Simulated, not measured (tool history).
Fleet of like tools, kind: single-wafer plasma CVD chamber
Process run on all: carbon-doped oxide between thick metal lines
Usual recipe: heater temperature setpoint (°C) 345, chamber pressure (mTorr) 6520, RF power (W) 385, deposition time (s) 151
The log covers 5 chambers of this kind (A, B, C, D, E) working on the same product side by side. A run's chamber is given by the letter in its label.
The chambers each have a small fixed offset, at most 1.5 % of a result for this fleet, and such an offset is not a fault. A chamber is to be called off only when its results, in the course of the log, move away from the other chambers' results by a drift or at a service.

| run | hour | heater temperature setpoint (°C) | chamber pressure (mTorr) | RF power (W) | deposition time (s) | read-back reference wafer on the same gauge, thickness_nm | mean film thickness on the monitor wafer (angstrom) |
|---|---|---|---|---|---|---|---|
| 1D | 4.7 | 345 | 6520 | 385 | 151 | 638.07 | 6679.2 |
| 2C | 9.9 | 345 | 6520 | 385 | 151 | 638.15 | 6699.2 |
| 3A | 15.2 | 345 | 6520 | 385 | 151 | 638.02 | 6648.6 |
| 4E | 22.6 | 345 | 6520 | 385 | 151 | 638.31 | 6624.6 |
| 5B | 27.0 | 352 | 6520 | 440 | 151 | 638.42 | 7145.7 |
| 6D | 30.6 | 352 | 6520 | 440 | 151 | 638.44 | 7220.7 |
| 7E | 37.2 | 352 | 6520 | 440 | 151 | 638.55 | 7186.4 |
| 8B | 44.0 | 352 | 6520 | 440 | 151 | 638.82 | 7143.4 |
| 9C | 50.9 | 352 | 6520 | 440 | 151 | 639.06 | 7263.1 |
| 10A | 55.7 | 345 | 6520 | 385 | 151 | 638.99 | 6662.0 |
| 11B | 60.4 | 345 | 6520 | 385 | 151 | 639.02 | 6582.8 |
| 12A | 68.1 | 345 | 5010 | 385 | 151 | 639.26 | 6428.0 |
|  | 70.4 | chamber D: thermocouple changed; heater temperature recalibrated |
| 13D | 75.3 | 345 | 5010 | 385 | 151 | 639.17 | 6459.9 |
| 14C | 79.3 | 345 | 5010 | 385 | 151 | 639.19 | 6483.0 |
| 15E | 84.2 | 345 | 5010 | 385 | 151 | 639.52 | 6419.1 |
| 16D | 91.5 | 345 | 5010 | 385 | 151 | 639.68 | 6456.0 |
| 17C | 97.8 | 345 | 6520 | 360 | 151 | 639.82 | 6384.7 |
| 18B | 101.7 | 345 | 6520 | 360 | 151 | 639.59 | 6269.4 |
| 19E | 105.5 | 345 | 6520 | 360 | 151 | 639.71 | 6307.9 |
| 20A | 109.8 | 345 | 6520 | 360 | 151 | 640.04 | 6327.7 |
| 21B | 115.0 | 345 | 6520 | 360 | 151 | 639.98 | 6265.4 |
|  | 116.5 | chamber C: RF generator calibrated |
| 22C | 122.6 | 345 | 5870 | 410 | 151 | 640.19 | 6959.1 |
| 23A | 129.6 | 345 | 5870 | 410 | 151 | 640.45 | 6897.2 |
| 24E | 133.8 | 345 | 5870 | 410 | 151 | 640.49 | 6882.7 |
| 25D | 138.1 | 345 | 5870 | 410 | 151 | 640.41 | 6936.5 |
| 26B | 141.7 | 345 | 5870 | 410 | 151 | 640.68 | 6861.3 |
| 27A | 146.4 | 345 | 6520 | 440 | 142 | 640.76 | 6905.2 |
| 28C | 150.6 | 345 | 6520 | 440 | 142 | 640.68 | 6991.1 |
| 29D | 155.5 | 345 | 6520 | 440 | 142 | 640.73 | 6958.5 |
| 30E | 160.3 | 345 | 6520 | 440 | 142 | 640.85 | 6887.2 |
| 31A | 165.0 | 345 | 6520 | 440 | 142 | 641.13 | 6906.0 |
| 32B | 171.9 | 345 | 6520 | 385 | 151 | 641.07 | 6626.9 |
| 33C | 176.5 | 345 | 6520 | 385 | 151 | 641.14 | 6740.0 |
| 34E | 182.5 | 345 | 6520 | 385 | 151 | 641.33 | 6638.9 |
| 35D | 188.0 | 345 | 6520 | 385 | 151 | 641.35 | 6701.2 |
| 36E | 194.1 | 345 | 6520 | 385 | 151 | 641.62 | 6650.5 |
| 37D | 201.0 | 345 | 6520 | 385 | 151 | 641.58 | 6731.3 |

What goes on in this fleet: one chamber off, a drifting gauge, or nothing beyond the chambers' own small offsets? Name the chamber and the cause, if any.

None of the chambers is off. What moves is the gauge, dragging all their readings along together.
Cause: gauge reads high (%) = 0.584.

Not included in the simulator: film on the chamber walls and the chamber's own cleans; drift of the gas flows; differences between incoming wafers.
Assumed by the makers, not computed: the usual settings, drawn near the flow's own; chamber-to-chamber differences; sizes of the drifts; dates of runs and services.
